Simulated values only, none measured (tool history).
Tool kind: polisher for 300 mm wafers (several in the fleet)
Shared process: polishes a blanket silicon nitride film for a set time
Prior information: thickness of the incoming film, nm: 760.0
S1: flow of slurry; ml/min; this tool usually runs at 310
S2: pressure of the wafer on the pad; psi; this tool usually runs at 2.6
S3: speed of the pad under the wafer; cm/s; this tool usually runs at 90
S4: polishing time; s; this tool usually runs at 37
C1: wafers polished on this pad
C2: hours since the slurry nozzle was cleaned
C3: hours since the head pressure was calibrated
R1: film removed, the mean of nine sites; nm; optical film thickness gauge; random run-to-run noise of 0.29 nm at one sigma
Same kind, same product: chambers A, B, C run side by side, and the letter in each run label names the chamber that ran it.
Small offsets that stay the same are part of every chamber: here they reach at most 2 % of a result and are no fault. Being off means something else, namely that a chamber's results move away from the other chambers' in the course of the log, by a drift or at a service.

{"run": "1C", "hour": 9.4, "S1": 310, "S2": 2.6, "S3": 90, "S4": 37, "C1": 327, "C2": 165.0, "C3": 898.7, "R1": 43.144}
{"run": "2A", "hour": 18.2, "S1": 310, "S2": 2.6, "S3": 90, "S4": 37, "C1": 722, "C2": 75.3, "C3": 408.2, "R1": 41.816}
{"hour": 25.8, "done": "chamber B: worn pad replaced by a new one"}
{"run": "3B", "hour": 28.8, "S1": 310, "S2": 2.6, "S3": 90, "S4": 37, "C1": 44, "C2": 509.2, "C3": 318.4, "R1": 42.878}
{"run": "4C", "hour": 36.1, "S1": 310, "S2": 2.6, "S3": 90, "S4": 37, "C1": 719, "C2": 191.7, "C3": 925.4, "R1": 42.714}
{"hour": 43.4, "done": "chamber A: worn pad replaced by a new one"}
{"hour": 43.8, "done": "chamber C: worn pad replaced by a new one"}
{"run": "5A", "hour": 44.2, "S1": 310, "S2": 2.6, "S3": 90, "S4": 37, "C1": 13, "C2": 101.3, "C3": 434.2, "R1": 41.75}
{"run": "6B", "hour": 53.1, "S1": 310, "S2": 2.6, "S3": 90, "S4": 37, "C1": 401, "C2": 533.5, "C3": 342.7, "R1": 42.933}
{"run": "7A", "hour": 62.1, "S1": 310, "S2": 2.6, "S3": 90, "S4": 37, "C1": 275, "C2": 119.2, "C3": 452.1, "R1": 42.777}
{"run": "8C", "hour": 67.2, "S1": 310, "S2": 2.6, "S3": 90, "S4": 37, "C1": 343, "C2": 222.8, "C3": 956.5, "R1": 42.607}
{"run": "9B", "hour": 78.0, "S1": 310, "S2": 2.6, "S3": 62, "S4": 37, "C1": 766, "C2": 558.4, "C3": 367.6, "R1": 31.916}
{"run": "10B", "hour": 87.4, "S1": 310, "S2": 2.6, "S3": 62, "S4": 37, "C1": 904, "C2": 567.8, "C3": 377.0, "R1": 31.754}
{"run": "11C", "hour": 98.4, "S1": 310, "S2": 2.6, "S3": 62, "S4": 37, "C1": 801, "C2": 254.0, "C3": 987.7, "R1": 31.193}
{"hour": 101.0, "done": "chamber C: worn pad replaced by a new one"}
{"run": "12A", "hour": 108.6, "S1": 310, "S2": 2.6, "S3": 90, "S4": 37, "C1": 958, "C2": 165.7, "C3": 498.6, "R1": 41.745}
{"hour": 116.9, "done": "chamber B: worn pad replaced by a new one"}
{"hour": 117.7, "done": "chamber A: worn pad replaced by a new one"}
{"run": "13B", "hour": 118.6, "S1": 310, "S2": 2.6, "S3": 90, "S4": 30, "C1": 25, "C2": 599.0, "C3": 408.2, "R1": 34.988}
{"hour": 124.0, "done": "chamber C: head pressure recalibrated"}
{"run": "14C", "hour": 125.6, "S1": 310, "S2": 2.6, "S3": 90, "S4": 30, "C1": 361, "C2": 281.2, "C3": 1.7, "R1": 36.169}
{"run": "15A", "hour": 132.5, "S1": 310, "S2": 2.6, "S3": 90, "S4": 30, "C1": 217, "C2": 189.6, "C3": 522.5, "R1": 34.26}
{"run": "16C", "hour": 138.7, "S1": 310, "S2": 2.6, "S3": 90, "S4": 37, "C1": 553, "C2": 294.3, "C3": 14.8, "R1": 43.527}
{"run": "17A", "hour": 147.3, "S1": 310, "S2": 2.6, "S3": 90, "S4": 37, "C1": 434, "C2": 204.4, "C3": 537.3, "R1": 42.267}
{"run": "18B", "hour": 154.6, "S1": 310, "S2": 2.6, "S3": 90, "S4": 37, "C1": 554, "C2": 635.0, "C3": 444.2, "R1": 42.982}
{"run": "19B", "hour": 164.1, "S1": 310, "S2": 2.6, "S3": 90, "S4": 37, "C1": 693, "C2": 644.5, "C3": 453.7, "R1": 43.407}
{"hour": 166.1, "done": "chamber C: worn pad replaced by a new one"}
{"run": "20C", "hour": 174.4, "S1": 310, "S2": 2.6, "S3": 90, "S4": 37, "C1": 123, "C2": 330.0, "C3": 50.5, "R1": 44.259}
{"hour": 178.8, "done": "chamber A: worn pad replaced by a new one"}
{"run": "21A", "hour": 181.4, "S1": 310, "S2": 2.6, "S3": 90, "S4": 37, "C1": 38, "C2": 238.5, "C3": 571.4, "R1": 42.162}
{"hour": 182.3, "done": "chamber A: head pressure recalibrated"}
{"run": "22A", "hour": 187.7, "S1": 310, "S2": 2.0, "S3": 90, "S4": 44, "C1": 131, "C2": 244.8, "C3": 5.4, "R1": 38.936}
{"run": "23B", "hour": 197.1, "S1": 310, "S2": 2.0, "S3": 90, "S4": 44, "C1": 1177, "C2": 677.5, "C3": 486.7, "R1": 39.279}
{"run": "24C", "hour": 207.2, "S1": 310, "S2": 2.0, "S3": 90, "S4": 44, "C1": 604, "C2": 362.8, "C3": 83.3, "R1": 40.578}
{"hour": 217.7, "done": "chamber C: worn pad replaced by a new one"}
{"run": "25C", "hour": 217.9, "S1": 310, "S2": 2.6, "S3": 90, "S4": 37, "C1": 3, "C2": 373.5, "C3": 94.0, "R1": 44.179}
{"run": "26A", "hour": 223.9, "S1": 310, "S2": 2.6, "S3": 90, "S4": 37, "C1": 662, "C2": 281.0, "C3": 41.6, "R1": 42.799}
{"hour": 224.7, "done": "chamber B: worn pad replaced by a new one"}
{"run": "27B", "hour": 233.7, "S1": 310, "S2": 2.6, "S3": 90, "S4": 37, "C1": 132, "C2": 714.1, "C3": 523.3, "R1": 42.825}
{"run": "28A", "hour": 240.8, "S1": 310, "S2": 2.6, "S3": 90, "S4": 37, "C1": 910, "C2": 297.9, "C3": 58.5, "R1": 42.847}

All chambers now run identical settings, listed one chamber a line with results as question marks. What results will each chamber show?
{"run": "29A", "hour": 248.7, "S1": 310, "S2": 2.6, "S3": 90, "S4": 27, "R1": "?"}
{"run": "29B", "hour": 248.7, "S1": 310, "S2": 2.6, "S3": 90, "S4": 27, "R1": "?"}
{"run": "29C", "hour": 248.7, "S1": 310, "S2": 2.6, "S3": 90, "S4": 27, "R1": "?"}

run=29A R1=30.899
run=29B R1=31.245
run=29C R1=32.084

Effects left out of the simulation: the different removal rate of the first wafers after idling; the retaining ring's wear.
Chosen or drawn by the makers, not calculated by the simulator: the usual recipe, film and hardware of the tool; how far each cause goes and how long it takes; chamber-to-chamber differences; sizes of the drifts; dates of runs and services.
